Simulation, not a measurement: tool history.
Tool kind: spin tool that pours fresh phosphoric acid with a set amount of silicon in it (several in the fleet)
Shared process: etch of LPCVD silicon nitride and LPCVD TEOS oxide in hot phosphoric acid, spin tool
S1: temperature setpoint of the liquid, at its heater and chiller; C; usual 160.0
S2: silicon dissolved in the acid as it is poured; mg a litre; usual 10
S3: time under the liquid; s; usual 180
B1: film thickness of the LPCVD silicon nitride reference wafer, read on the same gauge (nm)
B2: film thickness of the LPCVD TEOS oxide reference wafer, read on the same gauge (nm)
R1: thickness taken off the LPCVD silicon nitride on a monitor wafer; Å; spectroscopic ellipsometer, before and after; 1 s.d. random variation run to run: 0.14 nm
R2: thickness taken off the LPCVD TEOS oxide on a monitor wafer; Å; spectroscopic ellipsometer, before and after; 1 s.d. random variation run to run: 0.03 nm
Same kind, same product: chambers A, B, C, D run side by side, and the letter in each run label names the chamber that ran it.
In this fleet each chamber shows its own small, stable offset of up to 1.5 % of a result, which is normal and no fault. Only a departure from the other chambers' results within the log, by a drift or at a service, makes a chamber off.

run,hour,S1,S2,S3,B1,B2,R1,R2
1A,7.1,160.0,10,180,100.010,109.99,155.82,7.4654
2D,13.0,160.0,10,180,100.010,109.98,159.62,7.7301
# hour 16.2: chamber D: dissolved silicon flow meter replaced
3C,19.1,160.0,10,180,99.976,109.98,157.49,7.7082
4B,30.4,160.0,10,180,100.020,110.01,160.94,7.1767
5C,36.4,160.0,10,180,99.994,109.99,156.93,6.9248
6A,42.4,160.0,10,180,99.990,109.97,154.96,7.6534
7B,51.5,160.0,10,180,100.000,109.96,159.94,7.3993
8D,61.8,160.0,10,180,100.010,110.00,159.09,7.1523
# hour 67.6: chamber C: thermometer replaced
9D,74.3,160.0,10,180,100.010,110.00,159.22,8.1625
10A,85.9,160.0,10,180,100.000,110.02,157.49,7.4408
11C,95.0,158.0,10,250,100.010,109.99,202.02,8.4502
12B,105.0,158.0,10,250,100.020,110.00,207.17,9.5791
13C,111.9,158.0,10,250,100.020,109.98,202.61,8.8288
14D,118.6,158.0,10,250,100.010,110.00,208.65,8.8230
15A,127.8,160.0,10,180,99.991,110.00,156.99,7.8588
16B,136.3,160.0,10,180,100.010,109.98,159.24,7.2102
17B,142.4,160.0,10,180,100.020,110.01,158.23,7.3182
18A,150.0,160.0,10,180,99.988,110.03,155.20,7.5556
19D,157.7,160.0,10,180,99.991,109.98,158.35,7.6390
20C,164.9,160.0,10,180,100.000,110.00,155.52,7.3981
21D,177.8,161.5,10,140,99.994,109.96,130.76,6.9725
22B,188.6,161.5,10,140,100.010,110.01,124.70,6.1292
23C,194.6,161.5,10,140,100.010,110.03,126.67,6.8695
# hour 199.3: chamber C: dissolved silicon flow meter replaced
24A,205.6,161.5,10,140,100.000,110.00,128.68,6.3932
25C,214.8,160.0,10,180,100.030,109.98,156.69,7.2840
26D,223.3,160.0,10,255,99.988,110.01,227.45,11.6310
27A,235.0,160.0,10,255,100.030,110.01,221.15,10.7850
28B,246.3,160.0,10,255,100.020,109.99,212.42,9.7163
29C,252.4,160.0,10,255,100.010,109.99,220.09,10.5590
30A,265.5,160.0,10,180,100.010,109.99,157.20,7.4411
31B,274.2,160.0,10,180,99.994,110.00,150.13,6.1864
32D,286.7,160.0,10,130,100.010,110.01,114.36,5.3460
33D,299.1,160.0,10,130,100.010,109.99,115.93,5.3291
34B,307.1,160.0,10,130,100.010,109.97,105.64,4.2203
35A,315.0,160.0,10,130,100.010,109.99,114.00,5.0616
36C,324.4,160.0,10,120,99.991,110.00,103.80,4.8386

Has any chamber moved away from the others, gradually or after a service, or does the common gauge drift, or do the chambers differ only by their own small steady offsets? State the chamber and the most likely cause if one applies.

Little by little, chamber B moves away from the other chambers.
Most likely cause: temperature lost on the way to the wafer (K) = 2.88.
It could be hard to tell apart here from: liquid colder than its thermometer reads (K).

Here are 4 candidates for chamber B's next run, each the usual settings with a change, their results left as question marks. Which one brings its results back in line with what the others give on the usual settings?
Counts as in line when no further than this from what the other chambers average on the usual settings: R1 4.80 Å; R2 1.1000 Å
37B-1,333.8,159.5,11.5,175,,,?,?
37B-2,333.8,159.0,13.5,170,,,?,?
37B-3,333.8,161.0,6.5,190,,,?,?
37B-4,333.8,160.5,8.5,185,,,?,?

What the other chambers average on the usual settings: R1 157.66 Å; R2 7.6182 Å
run,R1,R2
37B-1,138.17,5.5698
37B-2,131.99,4.9748
37B-3,157.80,7.5392
37B-4,151.07,6.7797
37B-3 is the one that brings the chamber's results back in line with the other chambers.
